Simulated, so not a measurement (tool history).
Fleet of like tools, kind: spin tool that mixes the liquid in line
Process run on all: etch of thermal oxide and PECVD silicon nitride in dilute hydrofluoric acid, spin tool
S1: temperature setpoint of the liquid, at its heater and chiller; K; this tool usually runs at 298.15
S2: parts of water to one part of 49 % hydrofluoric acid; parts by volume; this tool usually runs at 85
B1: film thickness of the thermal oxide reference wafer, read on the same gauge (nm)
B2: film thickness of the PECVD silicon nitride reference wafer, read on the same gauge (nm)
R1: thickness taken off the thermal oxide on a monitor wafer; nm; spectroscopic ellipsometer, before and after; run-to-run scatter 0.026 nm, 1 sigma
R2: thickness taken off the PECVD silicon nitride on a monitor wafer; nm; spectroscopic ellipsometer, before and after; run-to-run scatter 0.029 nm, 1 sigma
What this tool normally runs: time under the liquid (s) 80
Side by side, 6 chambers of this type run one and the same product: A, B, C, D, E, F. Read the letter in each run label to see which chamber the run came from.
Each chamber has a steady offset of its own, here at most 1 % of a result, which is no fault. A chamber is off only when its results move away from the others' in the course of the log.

run 1C day=0.271 | S1=298.15 S2=85 time_under_the_liquid_(s)=80 | B1=70.041 B2=139.93 | R1=4.9883 R2=1.7489
run 2E day=0.488 | S1=298.15 S2=85 time_under_the_liquid_(s)=80 | B1=70.009 B2=139.99 | R1=4.907 R2=1.6922
run 3B day=0.8 | S1=298.15 S2=85 time_under_the_liquid_(s)=80 | B1=70.016 B2=140 | R1=4.8898 R2=1.7587
run 4F day=0.971 | S1=298.15 S2=85 time_under_the_liquid_(s)=80 | B1=70.014 B2=140.03 | R1=4.9397 R2=1.6982
run 5D day=1.304 | S1=298.15 S2=85 time_under_the_liquid_(s)=80 | B1=69.971 B2=140.03 | R1=4.9006 R2=1.7083
run 6A day=1.592 | S1=298.15 S2=85 time_under_the_liquid_(s)=80 | B1=69.999 B2=140.01 | R1=4.9065 R2=1.7514
run 7A day=1.825 | S1=298.15 S2=85 time_under_the_liquid_(s)=80 | B1=70.005 B2=140 | R1=4.8781 R2=1.7683
run 8C day=2.104 | S1=298.15 S2=85 time_under_the_liquid_(s)=80 | B1=70.005 B2=140 | R1=4.9397 R2=1.7282
run 9B day=2.3 | S1=298.15 S2=85 time_under_the_liquid_(s)=80 | B1=69.992 B2=140 | R1=4.8356 R2=1.7186
run 10E day=2.525 | S1=301.15 S2=115 time_under_the_liquid_(s)=80 | B1=69.999 B2=139.99 | R1=3.9483 R2=1.5676
run 11D day=2.771 | S1=301.15 S2=115 time_under_the_liquid_(s)=80 | B1=70.018 B2=140.02 | R1=3.9564 R2=1.5344
run 12F day=2.954 | S1=301.15 S2=115 time_under_the_liquid_(s)=80 | B1=69.995 B2=139.99 | R1=3.9929 R2=1.5461
run 13A day=3.242 | S1=301.15 S2=115 time_under_the_liquid_(s)=80 | B1=70.019 B2=140.06 | R1=3.9057 R2=1.5534
run 14D day=3.567 | S1=301.15 S2=115 time_under_the_liquid_(s)=80 | B1=70.009 B2=139.97 | R1=3.8757 R2=1.5634
run 15E day=3.8 | S1=301.15 S2=115 time_under_the_liquid_(s)=80 | B1=69.991 B2=140 | R1=4.004 R2=1.6261
run 16B day=4.129 | S1=298.15 S2=85 time_under_the_liquid_(s)=80 | B1=70.03 B2=140.01 | R1=4.8988 R2=1.7377
run 17C day=4.412 | S1=298.15 S2=85 time_under_the_liquid_(s)=80 | B1=69.975 B2=140.03 | R1=4.9086 R2=1.6722
run 18F day=4.7 | S1=298.15 S2=85 time_under_the_liquid_(s)=80 | B1=69.99 B2=139.97 | R1=4.9134 R2=1.7258
run 19C day=5.025 | S1=298.15 S2=85 time_under_the_liquid_(s)=80 | B1=69.975 B2=139.98 | R1=4.9466 R2=1.7313
run 20A day=5.179 | S1=298.15 S2=85 time_under_the_liquid_(s)=80 | B1=69.979 B2=140.04 | R1=4.9611 R2=1.6596
run 21F day=5.417 | S1=298.15 S2=85 time_under_the_liquid_(s)=80 | B1=70.012 B2=140 | R1=4.9727 R2=1.6956
run 22B day=5.717 | S1=301.15 S2=55 time_under_the_liquid_(s)=80 | B1=69.965 B2=140.04 | R1=8.9357 R2=3.2733
run 23D day=5.95 | S1=301.15 S2=55 time_under_the_liquid_(s)=80 | B1=70.004 B2=140.01 | R1=8.8527 R2=3.214
run 24E day=6.15 | S1=301.15 S2=55 time_under_the_liquid_(s)=80 | B1=70.029 B2=139.98 | R1=9.1489 R2=3.3571
run 25D day=6.35 | S1=301.15 S2=55 time_under_the_liquid_(s)=80 | B1=70.022 B2=139.97 | R1=8.8554 R2=3.1315
run 26B day=6.646 | S1=301.15 S2=55 time_under_the_liquid_(s)=80 | B1=70.014 B2=139.99 | R1=8.8591 R2=3.2639
run 27F day=6.933 | S1=301.15 S2=55 time_under_the_liquid_(s)=80 | B1=69.951 B2=140.04 | R1=8.8402 R2=3.1401
run 28E day=7.112 | S1=298.15 S2=85 time_under_the_liquid_(s)=80 | B1=70.035 B2=140.01 | R1=5.1348 R2=1.8582
-- day=7.329 chamber D: thermometer replaced
run 29C day=7.412 | S1=298.15 S2=115 time_under_the_liquid_(s)=100 | B1=69.998 B2=140.05 | R1=4.3783 R2=1.5621
run 30A day=7.608 | S1=298.15 S2=115 time_under_the_liquid_(s)=100 | B1=69.987 B2=140 | R1=4.3743 R2=1.5534
run 31C day=7.829 | S1=298.15 S2=115 time_under_the_liquid_(s)=100 | B1=70.023 B2=139.97 | R1=4.3863 R2=1.5953
run 32B day=8.125 | S1=298.15 S2=115 time_under_the_liquid_(s)=100 | B1=70.006 B2=139.99 | R1=4.383 R2=1.5876
run 33E day=8.288 | S1=298.15 S2=115 time_under_the_liquid_(s)=100 | B1=70.001 B2=140.01 | R1=4.6304 R2=1.8303
run 34D day=8.446 | S1=298.15 S2=115 time_under_the_liquid_(s)=100 | B1=70.023 B2=140.02 | R1=4.3227 R2=1.6224
run 35A day=8.733 | S1=298.15 S2=85 time_under_the_liquid_(s)=80 | B1=69.996 B2=140.05 | R1=4.923 R2=1.7235
run 36F day=8.962 | S1=298.15 S2=85 time_under_the_liquid_(s)=80 | B1=70.009 B2=139.95 | R1=4.9723 R2=1.7428
run 37A day=9.279 | S1=298.15 S2=85 time_under_the_liquid_(s)=80 | B1=69.992 B2=139.98 | R1=4.9623 R2=1.7144
run 38D day=9.479 | S1=298.15 S2=85 time_under_the_liquid_(s)=80 | B1=70.044 B2=139.99 | R1=4.8455 R2=1.6926
run 39E day=9.733 | S1=298.15 S2=85 time_under_the_liquid_(s)=80 | B1=69.987 B2=139.97 | R1=5.2233 R2=1.9176
run 40F day=9.983 | S1=298.15 S2=85 time_under_the_liquid_(s)=80 | B1=70.008 B2=140.01 | R1=4.8991 R2=1.7267
run 41C day=10.154 | S1=298.15 S2=85 time_under_the_liquid_(s)=80 | B1=69.978 B2=139.97 | R1=4.9338 R2=1.7178
run 42B day=10.358 | S1=298.15 S2=85 time_under_the_liquid_(s)=80 | B1=69.945 B2=140.02 | R1=4.8628 R2=1.7451
run 43B day=10.7 | S1=298.15 S2=85 time_under_the_liquid_(s)=80 | B1=70.044 B2=139.97 | R1=4.9231 R2=1.6992

All chambers now run identical settings, listed one chamber a line with results as question marks. What results will each chamber show?
run 44A day=10.946 | S1=298.15 S2=85 time_under_the_liquid_(s)=80 | R1=? R2=?
run 44B day=10.946 | S1=298.15 S2=85 time_under_the_liquid_(s)=80 | R1=? R2=?
run 44C day=10.946 | S1=298.15 S2=85 time_under_the_liquid_(s)=80 | R1=? R2=?
run 44D day=10.946 | S1=298.15 S2=85 time_under_the_liquid_(s)=80 | R1=? R2=?
run 44E day=10.946 | S1=298.15 S2=85 time_under_the_liquid_(s)=80 | R1=? R2=?
run 44F day=10.946 | S1=298.15 S2=85 time_under_the_liquid_(s)=80 | R1=? R2=?

run=44A R1=4.8561 R2=1.7308
run=44B R1=4.8666 R2=1.7215
run=44C R1=4.9341 R2=1.7151
run=44D R1=4.847 R2=1.7216
run=44E R1=5.3252 R2=1.9346
run=44F R1=4.9893 R2=1.6909
